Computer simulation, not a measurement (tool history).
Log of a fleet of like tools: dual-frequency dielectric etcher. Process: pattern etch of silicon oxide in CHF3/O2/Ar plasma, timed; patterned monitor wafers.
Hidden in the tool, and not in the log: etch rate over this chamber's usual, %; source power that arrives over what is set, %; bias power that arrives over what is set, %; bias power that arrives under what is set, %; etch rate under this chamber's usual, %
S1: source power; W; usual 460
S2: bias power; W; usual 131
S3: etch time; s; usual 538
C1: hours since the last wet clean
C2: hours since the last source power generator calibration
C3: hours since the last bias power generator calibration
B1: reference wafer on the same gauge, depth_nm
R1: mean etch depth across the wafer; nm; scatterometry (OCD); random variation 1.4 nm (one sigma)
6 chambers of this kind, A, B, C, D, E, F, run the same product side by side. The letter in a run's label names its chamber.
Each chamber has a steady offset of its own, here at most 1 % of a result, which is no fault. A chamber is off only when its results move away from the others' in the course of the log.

{"run": "1E", "hour": 4.2, "S1": 460, "S2": 131, "S3": 538, "C1": 474.6, "C2": 3314.7, "C3": 454.4, "B1": 1024.6, "R1": 869.83}
{"run": "2C", "hour": 11.3, "S1": 460, "S2": 131, "S3": 538, "C1": 80, "C2": 128.4, "C3": 1961.9, "B1": 1024.6, "R1": 866.52}
{"run": "3A", "hour": 16.3, "S1": 460, "S2": 131, "S3": 538, "C1": 222.2, "C2": 3566.3, "C3": 933.7, "B1": 1024, "R1": 867.93}
{"run": "4D", "hour": 23.9, "S1": 460, "S2": 131, "S3": 538, "C1": 252.2, "C2": 4796.3, "C3": 218.1, "B1": 1024.4, "R1": 858.35}
{"run": "5F", "hour": 29.0, "S1": 460, "S2": 131, "S3": 538, "C1": 194.6, "C2": 1343.1, "C3": 355, "B1": 1024.2, "R1": 870.4}
{"run": "6B", "hour": 38.0, "S1": 460, "S2": 131, "S3": 538, "C1": 345.9, "C2": 2435.6, "C3": 646, "B1": 1023.9, "R1": 866.72}
{"run": "7D", "hour": 44.1, "S1": 520, "S2": 131, "S3": 410, "C1": 272.4, "C2": 4816.5, "C3": 238.3, "B1": 1024.2, "R1": 687.08}
{"hour": 48.9, "done": "chamber E: source power generator calibrated"}
{"run": "8F", "hour": 52.9, "S1": 520, "S2": 131, "S3": 410, "C1": 218.5, "C2": 1367, "C3": 378.9, "B1": 1023.4, "R1": 698.36}
{"run": "9B", "hour": 58.9, "S1": 520, "S2": 131, "S3": 410, "C1": 366.8, "C2": 2456.5, "C3": 666.9, "B1": 1024, "R1": 692.31}
{"run": "10C", "hour": 66.1, "S1": 520, "S2": 131, "S3": 410, "C1": 134.8, "C2": 183.2, "C3": 2016.7, "B1": 1023.4, "R1": 692.55}
{"hour": 68.2, "done": "chamber E: wet clean of the chamber"}
{"run": "11E", "hour": 74.1, "S1": 520, "S2": 131, "S3": 410, "C1": 5.9, "C2": 25.3, "C3": 524.3, "B1": 1023.2, "R1": 695.48}
{"run": "12A", "hour": 78.1, "S1": 520, "S2": 131, "S3": 410, "C1": 284, "C2": 3628.1, "C3": 995.5, "B1": 1023, "R1": 690.04}
{"run": "13D", "hour": 82.2, "S1": 460, "S2": 131, "S3": 538, "C1": 310.5, "C2": 4854.6, "C3": 276.4, "B1": 1023.1, "R1": 861.06}
{"run": "14B", "hour": 89.9, "S1": 460, "S2": 131, "S3": 538, "C1": 397.8, "C2": 2487.5, "C3": 697.9, "B1": 1022.6, "R1": 866.28}
{"run": "15C", "hour": 98.2, "S1": 460, "S2": 131, "S3": 538, "C1": 166.9, "C2": 215.3, "C3": 2048.8, "B1": 1022.3, "R1": 862.95}
{"run": "16F", "hour": 105.3, "S1": 460, "S2": 131, "S3": 538, "C1": 270.9, "C2": 1419.4, "C3": 431.3, "B1": 1022.3, "R1": 870.44}
{"run": "17A", "hour": 110.6, "S1": 460, "S2": 131, "S3": 538, "C1": 316.5, "C2": 3660.6, "C3": 1028, "B1": 1022.4, "R1": 863.08}
{"run": "18E", "hour": 116.5, "S1": 460, "S2": 131, "S3": 538, "C1": 48.3, "C2": 67.7, "C3": 566.7, "B1": 1022, "R1": 867.96}
{"run": "19D", "hour": 124.7, "S1": 460, "S2": 131, "S3": 538, "C1": 353, "C2": 4897.1, "C3": 318.9, "B1": 1021.2, "R1": 859.32}
{"run": "20E", "hour": 129.7, "S1": 460, "S2": 131, "S3": 538, "C1": 61.5, "C2": 80.9, "C3": 579.9, "B1": 1021.7, "R1": 866.93}
{"run": "21A", "hour": 136.3, "S1": 460, "S2": 131, "S3": 538, "C1": 342.2, "C2": 3686.3, "C3": 1053.7, "B1": 1021.2, "R1": 864.36}
{"run": "22B", "hour": 142.8, "S1": 460, "S2": 131, "S3": 538, "C1": 450.7, "C2": 2540.4, "C3": 750.8, "B1": 1021.5, "R1": 864.68}
{"run": "23F", "hour": 147.6, "S1": 460, "S2": 131, "S3": 538, "C1": 313.2, "C2": 1461.7, "C3": 473.6, "B1": 1021.1, "R1": 868.25}
{"run": "24C", "hour": 152.0, "S1": 460, "S2": 131, "S3": 538, "C1": 220.7, "C2": 269.1, "C3": 2102.6, "B1": 1021.4, "R1": 863.59}
{"run": "25E", "hour": 156.9, "S1": 460, "S2": 131, "S3": 538, "C1": 88.7, "C2": 108.1, "C3": 607.1, "B1": 1021, "R1": 868.76}
{"run": "26C", "hour": 164.4, "S1": 460, "S2": 131, "S3": 538, "C1": 233.1, "C2": 281.5, "C3": 2115, "B1": 1021.1, "R1": 865.51}
{"run": "27F", "hour": 171.1, "S1": 460, "S2": 131, "S3": 538, "C1": 336.7, "C2": 1485.2, "C3": 497.1, "B1": 1020.7, "R1": 866.98}
{"run": "28A", "hour": 177.1, "S1": 460, "S2": 131, "S3": 538, "C1": 383, "C2": 3727.1, "C3": 1094.5, "B1": 1020.2, "R1": 866.02}
{"run": "29B", "hour": 181.2, "S1": 410, "S2": 131, "S3": 627, "C1": 489.1, "C2": 2578.8, "C3": 789.2, "B1": 1020.4, "R1": 962.08}
{"run": "30D", "hour": 185.2, "S1": 410, "S2": 131, "S3": 627, "C1": 413.5, "C2": 4957.6, "C3": 379.4, "B1": 1020, "R1": 957.03}
{"run": "31E", "hour": 189.4, "S1": 410, "S2": 131, "S3": 627, "C1": 121.2, "C2": 140.6, "C3": 639.6, "B1": 1020.5, "R1": 965.78}
{"run": "32C", "hour": 197.0, "S1": 410, "S2": 131, "S3": 627, "C1": 265.7, "C2": 314.1, "C3": 2147.6, "B1": 1020.1, "R1": 963}
{"hour": 202.4, "done": "chamber D: wet clean of the chamber"}
{"run": "33F", "hour": 203.6, "S1": 410, "S2": 131, "S3": 627, "C1": 369.2, "C2": 1517.7, "C3": 529.6, "B1": 1019.3, "R1": 971.36}
{"run": "34B", "hour": 207.9, "S1": 410, "S2": 131, "S3": 627, "C1": 515.8, "C2": 2605.5, "C3": 815.9, "B1": 1019.8, "R1": 958.88}
{"run": "35A", "hour": 212.6, "S1": 460, "S2": 131, "S3": 538, "C1": 418.5, "C2": 3762.6, "C3": 1130, "B1": 1019.6, "R1": 863.63}
{"run": "36D", "hour": 218.6, "S1": 460, "S2": 131, "S3": 538, "C1": 16.3, "C2": 4991, "C3": 412.8, "B1": 1019.3, "R1": 857.03}
{"hour": 220.6, "done": "chamber A: wet clean of the chamber"}
{"run": "37C", "hour": 227.3, "S1": 460, "S2": 131, "S3": 538, "C1": 296, "C2": 344.4, "C3": 2177.9, "B1": 1019.4, "R1": 862.08}
{"run": "38F", "hour": 236.0, "S1": 460, "S2": 131, "S3": 538, "C1": 401.6, "C2": 1550.1, "C3": 562, "B1": 1018.6, "R1": 865.92}
{"run": "39E", "hour": 243.1, "S1": 460, "S2": 131, "S3": 538, "C1": 174.9, "C2": 194.3, "C3": 693.3, "B1": 1018.7, "R1": 864.75}
{"run": "40D", "hour": 249.4, "S1": 460, "S2": 131, "S3": 538, "C1": 47.1, "C2": 5021.8, "C3": 443.6, "B1": 1018.4, "R1": 858.14}
{"run": "41B", "hour": 254.5, "S1": 460, "S2": 131, "S3": 538, "C1": 562.4, "C2": 2652.1, "C3": 862.5, "B1": 1018.2, "R1": 862.28}
{"run": "42A", "hour": 263.4, "S1": 460, "S2": 131, "S3": 538, "C1": 42.8, "C2": 3813.4, "C3": 1180.8, "B1": 1018.2, "R1": 861.1}

What goes on in this fleet: one chamber off, a drifting gauge, or nothing beyond the chambers' own small offsets? Name the chamber and the cause, if any.

The gauge drifts, so all chambers seem to drift together. No chamber is off.
Cause: gauge reads low (%) = 0.677.

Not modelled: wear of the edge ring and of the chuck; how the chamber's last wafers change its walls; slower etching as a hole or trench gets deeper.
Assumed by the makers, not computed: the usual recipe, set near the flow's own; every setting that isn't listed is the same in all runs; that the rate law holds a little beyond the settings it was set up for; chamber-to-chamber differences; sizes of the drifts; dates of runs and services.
